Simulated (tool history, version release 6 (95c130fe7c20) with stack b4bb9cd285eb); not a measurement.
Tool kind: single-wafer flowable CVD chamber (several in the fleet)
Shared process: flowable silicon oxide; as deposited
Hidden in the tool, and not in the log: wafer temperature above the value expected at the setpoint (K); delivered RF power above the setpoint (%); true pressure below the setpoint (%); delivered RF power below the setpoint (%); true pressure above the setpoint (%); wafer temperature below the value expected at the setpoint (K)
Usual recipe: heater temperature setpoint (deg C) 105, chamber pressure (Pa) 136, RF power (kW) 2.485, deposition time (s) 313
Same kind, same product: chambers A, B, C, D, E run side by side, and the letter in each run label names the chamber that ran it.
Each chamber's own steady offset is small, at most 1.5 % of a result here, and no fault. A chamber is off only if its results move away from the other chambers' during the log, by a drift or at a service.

| run | hour | heater temperature setpoint (deg C) | chamber pressure (Pa) | RF power (kW) | deposition time (s) | hours since the last thermocouple change | hours since the last RF generator calibration | hours since the last manometer calibration | read-back reference wafer on the same gauge, thickness_nm | mean film thickness on the monitor wafer (angstrom) |
|---|---|---|---|---|---|---|---|---|---|---|
| 1B | 8.3 | 105 | 136 | 2.485 | 313 | 300.1 | 72.9 | 907.4 | 222.10 | 2236.2 |
| 2E | 20.1 | 105 | 136 | 2.485 | 313 | 1306.5 | 1077.7 | 1561.6 | 222.11 | 2261.8 |
| 3D | 28.7 | 105 | 136 | 2.485 | 313 | 852.7 | 1526.8 | 2005.7 | 222.03 | 2236.1 |
| 4A | 39.5 | 105 | 136 | 2.485 | 313 | 741.3 | 1200.1 | 377.9 | 221.84 | 2235.8 |
| 5C | 45.4 | 105 | 136 | 2.485 | 313 | 1581.7 | 924.8 | 1667.0 | 221.96 | 2236.6 |
| 6A | 54.2 | 105 | 136 | 2.485 | 313 | 756.0 | 1214.8 | 392.6 | 222.05 | 2231.9 |
| 7B | 67.4 | 105 | 136 | 2.485 | 313 | 359.2 | 132.0 | 966.5 | 221.87 | 2223.7 |
| 8D | 77.2 | 105 | 136 | 2.660 | 313 | 901.2 | 1575.3 | 2054.2 | 222.16 | 2258.2 |
| 9C | 86.1 | 105 | 136 | 2.660 | 313 | 1622.4 | 965.5 | 1707.7 | 221.89 | 2266.2 |
| 10E | 99.5 | 105 | 136 | 2.660 | 313 | 1385.9 | 1157.1 | 1641.0 | 221.97 | 2298.9 |
| 11A | 107.6 | 105 | 136 | 2.660 | 313 | 809.4 | 1268.2 | 446.0 | 221.93 | 2253.2 |
| 12C | 113.6 | 105 | 136 | 2.660 | 313 | 1649.9 | 993.0 | 1735.2 | 222.17 | 2248.1 |
| 13D | 123.7 | 105 | 136 | 2.485 | 313 | 947.7 | 1621.8 | 2100.7 | 222.07 | 2233.7 |
| 14E | 130.9 | 105 | 136 | 2.485 | 313 | 1417.3 | 1188.5 | 1672.4 | 221.91 | 2259.9 |
|  | 133.4 | chamber A: RF generator calibrated |
| 15B | 139.0 | 105 | 136 | 2.485 | 313 | 430.8 | 203.6 | 1038.1 | 221.97 | 2233.7 |
| 16C | 151.2 | 105 | 136 | 2.485 | 313 | 1687.5 | 1030.6 | 1772.8 | 221.99 | 2229.7 |
| 17D | 157.8 | 105 | 104 | 2.485 | 313 | 981.8 | 1655.9 | 2134.8 | 221.88 | 1609.0 |
| 18E | 168.6 | 105 | 104 | 2.485 | 313 | 1455.0 | 1226.2 | 1710.1 | 221.91 | 1607.3 |
| 19B | 182.1 | 105 | 104 | 2.485 | 313 | 473.9 | 246.7 | 1081.2 | 222.03 | 1603.3 |
| 20A | 193.8 | 105 | 104 | 2.485 | 313 | 895.6 | 60.4 | 532.2 | 221.97 | 1588.7 |
|  | 202.9 | chamber E: thermocouple changed; heater temperature recalibrated |
| 21A | 205.6 | 105 | 104 | 2.485 | 313 | 907.4 | 72.2 | 544.0 | 222.10 | 1589.9 |
| 22E | 217.1 | 110 | 136 | 2.760 | 313 | 14.3 | 1274.7 | 1758.6 | 222.00 | 1942.5 |
| 23C | 227.9 | 110 | 136 | 2.760 | 313 | 1764.2 | 1107.3 | 1849.5 | 222.13 | 1912.3 |
| 24B | 237.7 | 110 | 136 | 2.760 | 313 | 529.5 | 302.3 | 1136.8 | 222.08 | 1923.7 |
|  | 246.1 | chamber A: thermocouple changed; heater temperature recalibrated |
| 25D | 250.7 | 110 | 136 | 2.760 | 313 | 1074.7 | 1748.8 | 2227.7 | 222.00 | 1922.3 |
| 26B | 262.0 | 110 | 136 | 2.760 | 313 | 553.8 | 326.6 | 1161.1 | 221.78 | 1916.0 |
| 27D | 268.0 | 105 | 136 | 2.485 | 313 | 1092.0 | 1766.1 | 2245.0 | 222.07 | 2230.3 |
| 28C | 277.5 | 105 | 136 | 2.485 | 313 | 1813.8 | 1156.9 | 1899.1 | 221.97 | 2221.5 |
| 29E | 284.9 | 105 | 136 | 2.485 | 313 | 82.1 | 1342.5 | 1826.4 | 222.05 | 2274.6 |
| 30A | 295.2 | 105 | 136 | 2.485 | 313 | 49.2 | 161.8 | 633.6 | 222.20 | 2221.0 |
| 31A | 305.5 | 105 | 136 | 2.485 | 313 | 59.5 | 172.1 | 643.9 | 221.82 | 2211.9 |
| 32B | 314.0 | 105 | 136 | 2.485 | 255 | 605.8 | 378.6 | 1213.1 | 221.86 | 1824.4 |
| 33C | 326.6 | 105 | 136 | 2.485 | 255 | 1862.9 | 1206.0 | 1948.2 | 221.84 | 1804.0 |
| 34D | 337.2 | 105 | 136 | 2.485 | 255 | 1161.2 | 1835.3 | 2314.2 | 221.82 | 1826.9 |
| 35E | 348.0 | 105 | 136 | 2.485 | 255 | 145.2 | 1405.6 | 1889.5 | 222.04 | 1848.8 |
| 36D | 358.2 | 105 | 136 | 2.485 | 255 | 1182.2 | 1856.3 | 2335.2 | 222.03 | 1821.7 |
| 37A | 364.6 | 105 | 136 | 2.485 | 313 | 118.6 | 231.2 | 703.0 | 222.12 | 2221.2 |
| 38B | 375.2 | 105 | 136 | 2.485 | 313 | 667.0 | 439.8 | 1274.3 | 222.02 | 2243.9 |
| 39E | 384.8 | 105 | 136 | 2.485 | 313 | 182.0 | 1442.4 | 1926.3 | 222.01 | 2268.9 |
| 40C | 396.2 | 105 | 136 | 2.485 | 313 | 1932.5 | 1275.6 | 2017.8 | 222.13 | 2204.6 |
| 41A | 409.4 | 105 | 136 | 2.485 | 313 | 163.4 | 276.0 | 747.8 | 222.07 | 2220.4 |
| 42C | 416.7 | 105 | 136 | 2.485 | 313 | 1953.0 | 1296.1 | 2038.3 | 222.05 | 2203.9 |

Is one chamber out of step, is the gauge drifting, or do the chambers differ by no more than their own small offsets? For an off chamber, give its letter and the likeliest cause.

It is chamber C that slowly wanders off from its peers.
Cause: true pressure below the setpoint (%) = 1.92.
From this log alone, it may not be told apart from: wafer temperature above the value expected at the setpoint (K).

Below are 4 candidate recipes for chamber C's next run, each the usual settings with a change, their results shown as question marks. Which of them brings C's results back in line with what the other chambers give on the usual settings?
In-line tolerance around the mean of the other chambers on the usual settings: mean film thickness on the monitor wafer (angstrom) 28.0
| 43C-1 | 426.5 | 105 | 136 | 2.485 | 300 |  |  |  |  | ? |
| 43C-2 | 426.5 | 105 | 136 | 2.500 | 326 |  |  |  |  | ? |
| 43C-3 | 426.5 | 105 | 136 | 2.485 | 307 |  |  |  |  | ? |
| 43C-4 | 426.5 | 105 | 139 | 2.485 | 313 |  |  |  |  | ? |

The other chambers' mean on the usual settings: mean film thickness on the monitor wafer (angstrom) 2240.8
| run | mean film thickness on the monitor wafer (angstrom) |
|---|---|
| 43C-1 | 2102.2 |
| 43C-2 | 2286.4 |
| 43C-3 | 2151.3 |
| 43C-4 | 2245.6 |
Change 43C-4 lands the chamber within the allowed miss of the other chambers.
